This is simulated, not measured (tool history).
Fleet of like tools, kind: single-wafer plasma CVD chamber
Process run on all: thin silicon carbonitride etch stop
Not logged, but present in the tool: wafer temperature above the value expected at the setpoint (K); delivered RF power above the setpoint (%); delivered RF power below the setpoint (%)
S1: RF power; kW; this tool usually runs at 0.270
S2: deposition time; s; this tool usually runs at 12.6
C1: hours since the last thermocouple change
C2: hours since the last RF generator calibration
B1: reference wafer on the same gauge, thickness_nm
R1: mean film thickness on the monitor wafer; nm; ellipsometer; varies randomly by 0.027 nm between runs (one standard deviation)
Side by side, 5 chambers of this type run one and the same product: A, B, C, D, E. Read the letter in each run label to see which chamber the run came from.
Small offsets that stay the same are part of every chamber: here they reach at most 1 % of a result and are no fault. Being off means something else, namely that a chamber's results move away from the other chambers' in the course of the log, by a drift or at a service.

Run 1A, hour 4.9: usual settings; C1 177.9; C2 836.1; B1 8.7002. Result: R1 7.8616 nm.
Run 2B, hour 13.4: usual settings; C1 1537.4; C2 271.5; B1 8.6997. Result: R1 7.7692 nm.
Run 3E, hour 23.1: usual settings; C1 1835.4; C2 506.1; B1 8.7077. Result: R1 7.7928 nm.
Run 4D, hour 31.6: usual settings; C1 443.3; C2 150.5; B1 8.6985. Result: R1 7.8574 nm.
Run 5C, hour 35.9: usual settings; C1 550.3; C2 242.5; B1 8.7042. Result: R1 7.8423 nm.
Run 6B, hour 42.6: usual settings; C1 1566.6; C2 300.7; B1 8.6971. Result: R1 7.7901 nm.
Run 7D, hour 47.4: usual settings but S2 11.5 s; C1 459.1; C2 166.3; B1 8.6975. Result: R1 7.1275 nm.
Run 8E, hour 53.6: usual settings but S2 11.5 s; C1 1865.9; C2 536.6; B1 8.6975. Result: R1 7.1548 nm.
Run 9C, hour 58.0: usual settings but S2 11.5 s; C1 572.4; C2 264.6; B1 8.7013. Result: R1 7.1578 nm.
Run 10A, hour 64.9: usual settings but S2 11.5 s; C1 237.9; C2 896.1; B1 8.6995. Result: R1 7.1104 nm.
Run 11A, hour 70.6: usual settings but S2 11.5 s; C1 243.6; C2 901.8; B1 8.6899. Result: R1 7.1510 nm.
Run 12B, hour 77.6: usual settings; C1 1601.6; C2 335.7; B1 8.6978. Result: R1 7.8062 nm.
Run 13E, hour 83.0: usual settings; C1 1895.3; C2 566.0; B1 8.7067. Result: R1 7.8678 nm.
Run 14C, hour 92.1: usual settings; C1 606.5; C2 298.7; B1 8.7031. Result: R1 7.7987 nm.
Run 15D, hour 101.6: usual settings; C1 513.3; C2 220.5; B1 8.6986. Result: R1 7.7815 nm.
Run 16B, hour 108.3: usual settings; C1 1632.3; C2 366.4; B1 8.6977. Result: R1 7.7688 nm.
Run 17C, hour 115.5: usual settings; C1 629.9; C2 322.1; B1 8.7010. Result: R1 7.8527 nm.
Run 18A, hour 125.4: usual settings but S1 0.240 kW, S2 10.4 s; C1 298.4; C2 956.6; B1 8.6879. Result: R1 6.2226 nm.
Run 19E, hour 133.3: usual settings but S1 0.240 kW, S2 10.4 s; C1 1945.6; C2 616.3; B1 8.6977. Result: R1 6.2484 nm.
Run 20D, hour 140.5: usual settings but S1 0.240 kW, S2 10.4 s; C1 552.2; C2 259.4; B1 8.6958. Result: R1 6.1916 nm.
Run 21A, hour 145.1: usual settings but S1 0.240 kW, S2 10.4 s; C1 318.1; C2 976.3; B1 8.6998. Result: R1 6.2054 nm.
Run 22E, hour 152.8: usual settings but S1 0.240 kW, S2 10.4 s; C1 1965.1; C2 635.8; B1 8.7045. Result: R1 6.2641 nm.
Run 23B, hour 157.6: usual settings; C1 1681.6; C2 415.7; B1 8.7069. Result: R1 7.8155 nm.
Run 24D, hour 164.0: usual settings; C1 575.7; C2 282.9; B1 8.7047. Result: R1 7.8680 nm.
At hour 167.3: chamber B: thermocouple changed; heater temperature recalibrated.
Run 25C, hour 172.8: usual settings; C1 687.2; C2 379.4; B1 8.7064. Result: R1 7.8146 nm.
At hour 176.5: chamber E: thermocouple changed; heater temperature recalibrated.
Run 26E, hour 177.8: usual settings; C1 1.4; C2 660.8; B1 8.6981. Result: R1 7.8234 nm.
Run 27C, hour 182.2: usual settings but S2 14.3 s; C1 696.6; C2 388.8; B1 8.6990. Result: R1 8.8989 nm.
Run 28B, hour 191.5: usual settings but S2 14.3 s; C1 24.2; C2 449.6; B1 8.7029. Result: R1 8.8762 nm.
Run 29D, hour 201.2: usual settings but S2 14.3 s; C1 612.9; C2 320.1; B1 8.7097. Result: R1 8.8451 nm.
Run 30A, hour 210.1: usual settings but S2 14.3 s; C1 383.1; C2 1041.3; B1 8.6973. Result: R1 8.8579 nm.
Run 31C, hour 219.3: usual settings but S2 14.3 s; C1 733.7; C2 425.9; B1 8.6957. Result: R1 8.9370 nm.
Run 32B, hour 229.0: usual settings; C1 61.7; C2 487.1; B1 8.7020. Result: R1 7.7638 nm.
Run 33E, hour 234.7: usual settings; C1 58.3; C2 717.7; B1 8.6964. Result: R1 7.8658 nm.
Run 34D, hour 244.5: usual settings; C1 656.2; C2 363.4; B1 8.6965. Result: R1 7.8221 nm.
Run 35A, hour 252.1: usual settings; C1 425.1; C2 1083.3; B1 8.7029. Result: R1 7.8019 nm.

Does one chamber stand apart from the rest, does the shared gauge drift, or is all well apart from small per-chamber offsets? Give the chamber and the most likely cause, where there is one.

All chambers stay in line apart from their small fixed offsets, and the gauge does not drift.
